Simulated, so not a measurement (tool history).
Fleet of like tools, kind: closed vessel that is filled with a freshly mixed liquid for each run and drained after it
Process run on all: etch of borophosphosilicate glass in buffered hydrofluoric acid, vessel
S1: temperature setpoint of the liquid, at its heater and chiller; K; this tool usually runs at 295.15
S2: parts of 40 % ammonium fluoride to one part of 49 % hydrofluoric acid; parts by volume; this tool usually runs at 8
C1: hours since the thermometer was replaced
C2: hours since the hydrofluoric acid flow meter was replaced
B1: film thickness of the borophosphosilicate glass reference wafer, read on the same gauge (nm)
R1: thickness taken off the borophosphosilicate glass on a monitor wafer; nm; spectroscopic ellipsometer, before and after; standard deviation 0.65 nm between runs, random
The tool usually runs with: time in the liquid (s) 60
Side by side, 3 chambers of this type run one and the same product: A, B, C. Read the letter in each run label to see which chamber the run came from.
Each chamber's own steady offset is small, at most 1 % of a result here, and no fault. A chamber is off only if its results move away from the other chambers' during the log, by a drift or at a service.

{"run": "1C", "hour": 5.1, "S1": 295.15, "S2": 8, "time in the liquid (s)": 60, "C1": 380.1, "C2": 552.8, "B1": 140.0, "R1": 81.18}
{"run": "2A", "hour": 13.3, "S1": 295.15, "S2": 8, "time in the liquid (s)": 60, "C1": 217.4, "C2": 250.1, "B1": 139.97, "R1": 81.457}
{"run": "3B", "hour": 20.1, "S1": 295.15, "S2": 8, "time in the liquid (s)": 60, "C1": 445.0, "C2": 479.2, "B1": 140.01, "R1": 81.263}
{"run": "4A", "hour": 27.5, "S1": 295.15, "S2": 8, "time in the liquid (s)": 60, "C1": 231.6, "C2": 264.3, "B1": 139.98, "R1": 80.875}
{"run": "5C", "hour": 31.6, "S1": 295.15, "S2": 8, "time in the liquid (s)": 60, "C1": 406.6, "C2": 579.3, "B1": 140.02, "R1": 81.203}
{"run": "6B", "hour": 35.9, "S1": 295.15, "S2": 8, "time in the liquid (s)": 60, "C1": 460.8, "C2": 495.0, "B1": 139.98, "R1": 80.146}
{"run": "7A", "hour": 43.7, "S1": 295.15, "S2": 8, "time in the liquid (s)": 60, "C1": 247.8, "C2": 280.5, "B1": 140.01, "R1": 81.452}
{"run": "8C", "hour": 52.2, "S1": 295.15, "S2": 8, "time in the liquid (s)": 90, "C1": 427.2, "C2": 599.9, "B1": 140.01, "R1": 123.11}
{"run": "9B", "hour": 58.2, "S1": 295.15, "S2": 8, "time in the liquid (s)": 90, "C1": 483.1, "C2": 517.3, "B1": 140.0, "R1": 122.79}
{"run": "10C", "hour": 62.0, "S1": 295.15, "S2": 8, "time in the liquid (s)": 90, "C1": 437.0, "C2": 609.7, "B1": 140.0, "R1": 119.14}
{"run": "11B", "hour": 67.0, "S1": 295.15, "S2": 8, "time in the liquid (s)": 60, "C1": 491.9, "C2": 526.1, "B1": 139.98, "R1": 81.754}
{"run": "12A", "hour": 73.9, "S1": 295.15, "S2": 8, "time in the liquid (s)": 60, "C1": 278.0, "C2": 310.7, "B1": 140.0, "R1": 81.706}
{"run": "13A", "hour": 79.7, "S1": 295.15, "S2": 8, "time in the liquid (s)": 60, "C1": 283.8, "C2": 316.5, "B1": 139.99, "R1": 81.001}
{"run": "14C", "hour": 86.5, "S1": 295.15, "S2": 8, "time in the liquid (s)": 60, "C1": 461.5, "C2": 634.2, "B1": 140.01, "R1": 81.029}
{"run": "15B", "hour": 93.3, "S1": 295.15, "S2": 8, "time in the liquid (s)": 60, "C1": 518.2, "C2": 552.4, "B1": 139.99, "R1": 81.523}
{"run": "16B", "hour": 100.5, "S1": 295.15, "S2": 8, "time in the liquid (s)": 60, "C1": 525.4, "C2": 559.6, "B1": 140.01, "R1": 80.04}
{"run": "17C", "hour": 108.6, "S1": 295.15, "S2": 8, "time in the liquid (s)": 60, "C1": 483.6, "C2": 656.3, "B1": 140.0, "R1": 82.13}
{"run": "18A", "hour": 113.6, "S1": 295.15, "S2": 8, "time in the liquid (s)": 60, "C1": 317.7, "C2": 350.4, "B1": 139.98, "R1": 82.169}
{"run": "19A", "hour": 120.8, "S1": 297.65, "S2": 8, "time in the liquid (s)": 80, "C1": 324.9, "C2": 357.6, "B1": 139.97, "R1": 125.37}
{"run": "20B", "hour": 125.3, "S1": 297.65, "S2": 8, "time in the liquid (s)": 80, "C1": 550.2, "C2": 584.4, "B1": 140.0, "R1": 122.33}
{"run": "21C", "hour": 133.0, "S1": 297.65, "S2": 8, "time in the liquid (s)": 80, "C1": 508.0, "C2": 680.7, "B1": 140.04, "R1": 124.61}
{"run": "22B", "hour": 141.0, "S1": 295.15, "S2": 8, "time in the liquid (s)": 60, "C1": 565.9, "C2": 600.1, "B1": 140.0, "R1": 81.426}
{"run": "23C", "hour": 146.9, "S1": 295.15, "S2": 8, "time in the liquid (s)": 60, "C1": 521.9, "C2": 694.6, "B1": 139.98, "R1": 82.744}
{"run": "24A", "hour": 153.5, "S1": 291.15, "S2": 8, "time in the liquid (s)": 60, "C1": 357.6, "C2": 390.3, "B1": 139.99, "R1": 65.78}
{"run": "25C", "hour": 161.9, "S1": 291.15, "S2": 8, "time in the liquid (s)": 60, "C1": 536.9, "C2": 709.6, "B1": 140.01, "R1": 67.31}
{"run": "26A", "hour": 169.3, "S1": 291.15, "S2": 8, "time in the liquid (s)": 60, "C1": 373.4, "C2": 406.1, "B1": 140.03, "R1": 65.318}
{"run": "27B", "hour": 173.7, "S1": 295.15, "S2": 8, "time in the liquid (s)": 60, "C1": 598.6, "C2": 632.8, "B1": 140.01, "R1": 80.843}
{"run": "28A", "hour": 180.0, "S1": 295.15, "S2": 8, "time in the liquid (s)": 60, "C1": 384.1, "C2": 416.8, "B1": 140.0, "R1": 83.091}
{"run": "29B", "hour": 188.7, "S1": 295.15, "S2": 8, "time in the liquid (s)": 60, "C1": 613.6, "C2": 647.8, "B1": 140.0, "R1": 80.885}
{"run": "30C", "hour": 194.1, "S1": 295.15, "S2": 8, "time in the liquid (s)": 60, "C1": 569.1, "C2": 741.8, "B1": 140.01, "R1": 85.532}
{"run": "31B", "hour": 202.0, "S1": 295.15, "S2": 8, "time in the liquid (s)": 60, "C1": 626.9, "C2": 661.1, "B1": 140.0, "R1": 80.754}
{"run": "32A", "hour": 208.8, "S1": 298.15, "S2": 8, "time in the liquid (s)": 30, "C1": 412.9, "C2": 445.6, "B1": 139.99, "R1": 47.581}
{"run": "33C", "hour": 216.1, "S1": 298.15, "S2": 8, "time in the liquid (s)": 30, "C1": 591.1, "C2": 763.8, "B1": 140.0, "R1": 50.661}
{"run": "34C", "hour": 223.6, "S1": 298.15, "S2": 8, "time in the liquid (s)": 30, "C1": 598.6, "C2": 771.3, "B1": 139.99, "R1": 50.39}
{"run": "35B", "hour": 230.8, "S1": 295.15, "S2": 8, "time in the liquid (s)": 60, "C1": 655.7, "C2": 689.9, "B1": 140.01, "R1": 80.761}
{"run": "36A", "hour": 234.5, "S1": 291.65, "S2": 8, "time in the liquid (s)": 60, "C1": 438.6, "C2": 471.3, "B1": 139.99, "R1": 66.053}
{"run": "37C", "hour": 241.5, "S1": 291.65, "S2": 8, "time in the liquid (s)": 60, "C1": 616.5, "C2": 789.2, "B1": 140.02, "R1": 71.704}
{"run": "38A", "hour": 246.4, "S1": 291.65, "S2": 8, "time in the liquid (s)": 60, "C1": 450.5, "C2": 483.2, "B1": 140.0, "R1": 66.145}
{"run": "39B", "hour": 254.4, "S1": 295.15, "S2": 8, "time in the liquid (s)": 60, "C1": 679.3, "C2": 713.5, "B1": 139.98, "R1": 81.048}

What goes on in this fleet: one chamber off, a drifting gauge, or nothing beyond the chambers' own small offsets? Name the chamber and the cause, if any.

One chamber, C, drifts off from the rest bit by bit.
Most likely cause: liquid hotter than its thermometer reads (K) = 1.5.
The log may not separate it from: hydrofluoric acid flow above the setpoint (%).

Which of the 4 candidates below, each the usual settings with something changed and its results left as question marks, puts chamber C back in line with what the other chambers give on the usual settings?
Maximum distance from the other chambers' mean on the usual settings for a result to count as in line: R1 2.300 nm
{"run": "40C-1", "hour": 260.6, "S1": 297.65, "S2": 8.0, "time in the liquid (s)": 60, "R1": "?"}
{"run": "40C-2", "hour": 260.6, "S1": 295.15, "S2": 8.5, "time in the liquid (s)": 60, "R1": "?"}
{"run": "40C-3", "hour": 260.6, "S1": 295.15, "S2": 9.0, "time in the liquid (s)": 60, "R1": "?"}
{"run": "40C-4", "hour": 260.6, "S1": 295.15, "S2": 8.0, "time in the liquid (s)": 65, "R1": "?"}

The other chambers' mean on the usual settings: R1 81.292 nm
run=40C-1 R1=100.510
run=40C-2 R1=82.260
run=40C-3 R1=77.328
run=40C-4 R1=95.146
Change 40C-2 lands the chamber within the allowed miss of the other chambers.
